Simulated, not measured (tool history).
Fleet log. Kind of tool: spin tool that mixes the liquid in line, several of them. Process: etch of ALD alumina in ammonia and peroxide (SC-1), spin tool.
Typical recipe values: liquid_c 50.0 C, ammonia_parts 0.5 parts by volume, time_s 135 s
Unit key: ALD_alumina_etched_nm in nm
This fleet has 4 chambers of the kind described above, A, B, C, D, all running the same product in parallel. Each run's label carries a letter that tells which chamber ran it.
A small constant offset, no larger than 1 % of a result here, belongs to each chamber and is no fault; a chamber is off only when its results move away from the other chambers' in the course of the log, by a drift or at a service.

run   hour  liquid_c  ammonia_parts  time_s  read-back film thickness of the ALD alumina reference wafer, read on the same gauge (nm)  ALD_alumina_etched_nm
       5.5  -- chamber A: new drum of ammonia solution connected
 1C    5.6      50.0            0.5     135                                                                                    40.008                 6.1000
 2D   14.7      50.0            0.5     135                                                                                    39.993                 6.1018
 3A   20.8      50.0            0.5     135                                                                                    39.997                 6.1538
      26.8  -- chamber C: ammonia flow meter replaced
 4B   26.8      50.0            0.5     135                                                                                    39.991                 6.1956
 5D   33.7      50.0            0.5     135                                                                                    39.990                 6.1301
 6A   38.7      50.0            0.5     135                                                                                    39.976                 6.1577
 7C   47.4      50.0            0.5     135                                                                                    40.008                 6.1726
      55.2  -- chamber D: new drum of ammonia solution connected
 8B   57.0      50.0            0.5     135                                                                                    39.992                 6.1676
 9B   65.9      50.0            0.5     135                                                                                    40.015                 6.1650
10C   73.1      50.0            0.5     135                                                                                    40.011                 6.1306
11A   79.2      50.0            0.5     135                                                                                    39.986                 6.1837
12D   86.6      50.0            0.5     135                                                                                    40.008                 6.1080
13A   92.0      50.0            0.5     135                                                                                    39.993                 6.1524
14D  102.9      45.5            0.5     135                                                                                    39.989                 4.7544
15B  108.0      45.5            0.5     135                                                                                    39.999                 4.7733
16C  118.0      45.5            0.5     135                                                                                    40.020                 4.7611
17A  122.9      45.5            0.5     135                                                                                    40.018                 4.7865
18B  133.5      50.0            0.5     135                                                                                    39.990                 6.1611
19D  142.7      50.0            0.5     135                                                                                    39.994                 6.1161
20C  149.6      50.0            0.5     135                                                                                    40.003                 6.1245
21C  159.8      50.0            0.5     135                                                                                    39.999                 6.1452
     161.1  -- chamber D: thermometer replaced
22B  167.6      50.0            0.5     135                                                                                    40.011                 6.1922
23A  176.2      50.0            0.5     110                                                                                    39.999                 4.9947
24D  182.7      50.0            0.5     110                                                                                    40.002                 4.9649
     182.9  -- chamber A: ammonia flow meter replaced
25C  189.7      50.0            0.5     110                                                                                    39.988                 5.0283
26B  195.5      50.0            0.5     110                                                                                    40.009                 5.0627
27A  202.6      50.0            0.5     135                                                                                    39.994                 6.1558
28D  212.3      50.0            0.5     135                                                                                    40.011                 6.0851
29C  217.9      41.5            0.5      65                                                                                    39.997                 1.8089
30B  223.3      41.5            0.5      65                                                                                    39.989                 1.8524
31D  234.3      41.5            0.5      65                                                                                    39.998                 1.8202
32A  242.0      41.5            0.5      65                                                                                    39.996                 1.8341
33C  253.0      50.0            0.5     135                                                                                    39.972                 6.1631
34B  261.6      50.0            0.5     135                                                                                    40.013                 6.3304
35D  270.6      50.0            0.4     135                                                                                    40.009                 6.0165
36A  276.6      50.0            0.4     135                                                                                    40.005                 6.0181
37A  282.3      50.0            0.4     135                                                                                    40.001                 6.0421
38C  289.2      50.0            0.4     135                                                                                    40.002                 6.0674
39D  299.0      50.0            0.5     135                                                                                    40.006                 6.0398
40B  306.0      50.0            0.5     135                                                                                    40.008                 6.3172
41B  316.9      50.0            0.5     135                                                                                    39.995                 6.4125
42A  323.8      50.0            0.5     135                                                                                    40.003                 6.1174
43D  329.0      50.0            0.5     135                                                                                    39.995                 6.1142
44C  339.3      40.0            0.7     135                                                                                    39.996                 3.5791

Next, every chamber runs the same settings. What will each give?
45A  347.4      41.5            0.5     135                                                                                                                ?
45B  347.4      41.5            0.5     135                                                                                                                ?
45C  347.4      41.5            0.5     135                                                                                                                ?
45D  347.4      41.5            0.5     135                                                                                                                ?

run  ALD_alumina_etched_nm
45A                 3.7971
45B                 3.9282
45C                 3.7900
45D                 3.7735
